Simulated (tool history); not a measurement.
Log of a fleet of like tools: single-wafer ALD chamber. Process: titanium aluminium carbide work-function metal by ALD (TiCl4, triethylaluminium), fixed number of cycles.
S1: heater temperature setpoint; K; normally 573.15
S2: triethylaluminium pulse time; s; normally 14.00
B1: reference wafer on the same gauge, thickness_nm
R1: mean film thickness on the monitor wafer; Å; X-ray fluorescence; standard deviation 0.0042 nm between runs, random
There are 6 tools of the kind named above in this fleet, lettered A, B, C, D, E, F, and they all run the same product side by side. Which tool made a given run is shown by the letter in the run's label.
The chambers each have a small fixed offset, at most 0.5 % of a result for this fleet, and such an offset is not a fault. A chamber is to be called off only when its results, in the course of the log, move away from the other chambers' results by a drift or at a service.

Run 1D, hour 3.9: usual settings; B1 2.0200. Result: R1 20.408 Å.
Run 2E, hour 10.8: usual settings; B1 2.0200. Result: R1 20.493 Å.
Run 3F, hour 15.4: usual settings; B1 2.0198. Result: R1 20.528 Å.
Run 4B, hour 19.9: usual settings; B1 2.0197. Result: R1 20.462 Å.
Run 5C, hour 26.8: usual settings but S1 559.15 K; B1 2.0194. Result: R1 19.221 Å.
Run 6A, hour 31.2: usual settings but S1 559.15 K; B1 2.0204. Result: R1 19.162 Å.
Run 7A, hour 37.8: usual settings but S1 559.15 K; B1 2.0192. Result: R1 19.208 Å.
Run 8D, hour 44.1: usual settings but S1 559.15 K; B1 2.0202. Result: R1 19.103 Å.
Run 9B, hour 48.6: usual settings but S1 559.15 K; B1 2.0208. Result: R1 19.167 Å.
Run 10F, hour 54.6: usual settings but S1 559.15 K; B1 2.0209. Result: R1 19.352 Å.
Run 11C, hour 58.3: usual settings; B1 2.0202. Result: R1 20.460 Å.
Run 12E, hour 63.4: usual settings; B1 2.0207. Result: R1 20.425 Å.
Run 13C, hour 66.7: usual settings; B1 2.0192. Result: R1 20.441 Å.
Run 14B, hour 74.3: usual settings; B1 2.0188. Result: R1 20.471 Å.
Run 15F, hour 79.8: usual settings; B1 2.0214. Result: R1 20.531 Å.
Run 16E, hour 86.0: usual settings; B1 2.0197. Result: R1 20.558 Å.
Run 17A, hour 93.1: usual settings; B1 2.0206. Result: R1 20.452 Å.
Run 18D, hour 98.9: usual settings; B1 2.0201. Result: R1 20.357 Å.
Run 19A, hour 103.0: usual settings; B1 2.0190. Result: R1 20.382 Å.
Run 20D, hour 107.1: usual settings; B1 2.0202. Result: R1 20.416 Å.
At hour 111.7: chamber A: thermocouple changed; heater temperature recalibrated.
Run 21B, hour 112.3: usual settings; B1 2.0192. Result: R1 20.505 Å.
Run 22E, hour 119.9: usual settings; B1 2.0195. Result: R1 20.508 Å.
Run 23C, hour 125.2: usual settings; B1 2.0213. Result: R1 20.428 Å.
Run 24F, hour 129.4: usual settings; B1 2.0199. Result: R1 20.550 Å.
Run 25D, hour 133.9: usual settings; B1 2.0201. Result: R1 20.399 Å.
At hour 134.6: chamber C: triethylaluminium bottle replaced.
Run 26A, hour 141.1: usual settings; B1 2.0196. Result: R1 20.764 Å.
Run 27E, hour 144.4: usual settings; B1 2.0194. Result: R1 20.470 Å.
Run 28F, hour 149.2: usual settings; B1 2.0208. Result: R1 20.564 Å.
Run 29C, hour 153.7: usual settings; B1 2.0196. Result: R1 20.445 Å.
Run 30B, hour 157.4: usual settings but S2 10.14 s; B1 2.0192. Result: R1 19.864 Å.
Run 31D, hour 164.6: usual settings but S2 10.14 s; B1 2.0197. Result: R1 19.804 Å.
Run 32C, hour 170.7: usual settings but S2 10.14 s; B1 2.0201. Result: R1 19.959 Å.
Run 33A, hour 178.4: usual settings but S2 10.14 s; B1 2.0195. Result: R1 20.282 Å.
Run 34E, hour 182.1: usual settings but S2 10.14 s; B1 2.0196. Result: R1 19.955 Å.
Run 35B, hour 189.5: usual settings but S2 10.14 s; B1 2.0201. Result: R1 19.925 Å.
Run 36F, hour 196.3: usual settings; B1 2.0200. Result: R1 20.535 Å.
Run 37E, hour 203.4: usual settings; B1 2.0203. Result: R1 20.504 Å.
Run 38A, hour 208.0: usual settings; B1 2.0200. Result: R1 20.828 Å.
Run 39F, hour 215.3: usual settings; B1 2.0202. Result: R1 20.549 Å.

All chambers now run identical settings, listed one chamber a line with results as question marks. What results will each chamber show?
Run 40A, hour 220.8: usual settings. Result: R1 ?.
Run 40B, hour 220.8: usual settings. Result: R1 ?.
Run 40C, hour 220.8: usual settings. Result: R1 ?.
Run 40D, hour 220.8: usual settings. Result: R1 ?.
Run 40E, hour 220.8: usual settings. Result: R1 ?.
Run 40F, hour 220.8: usual settings. Result: R1 ?.

run      R1
40A  20.776
40B  20.361
40C  20.459
40D  20.421
40E  20.564
40F  20.546

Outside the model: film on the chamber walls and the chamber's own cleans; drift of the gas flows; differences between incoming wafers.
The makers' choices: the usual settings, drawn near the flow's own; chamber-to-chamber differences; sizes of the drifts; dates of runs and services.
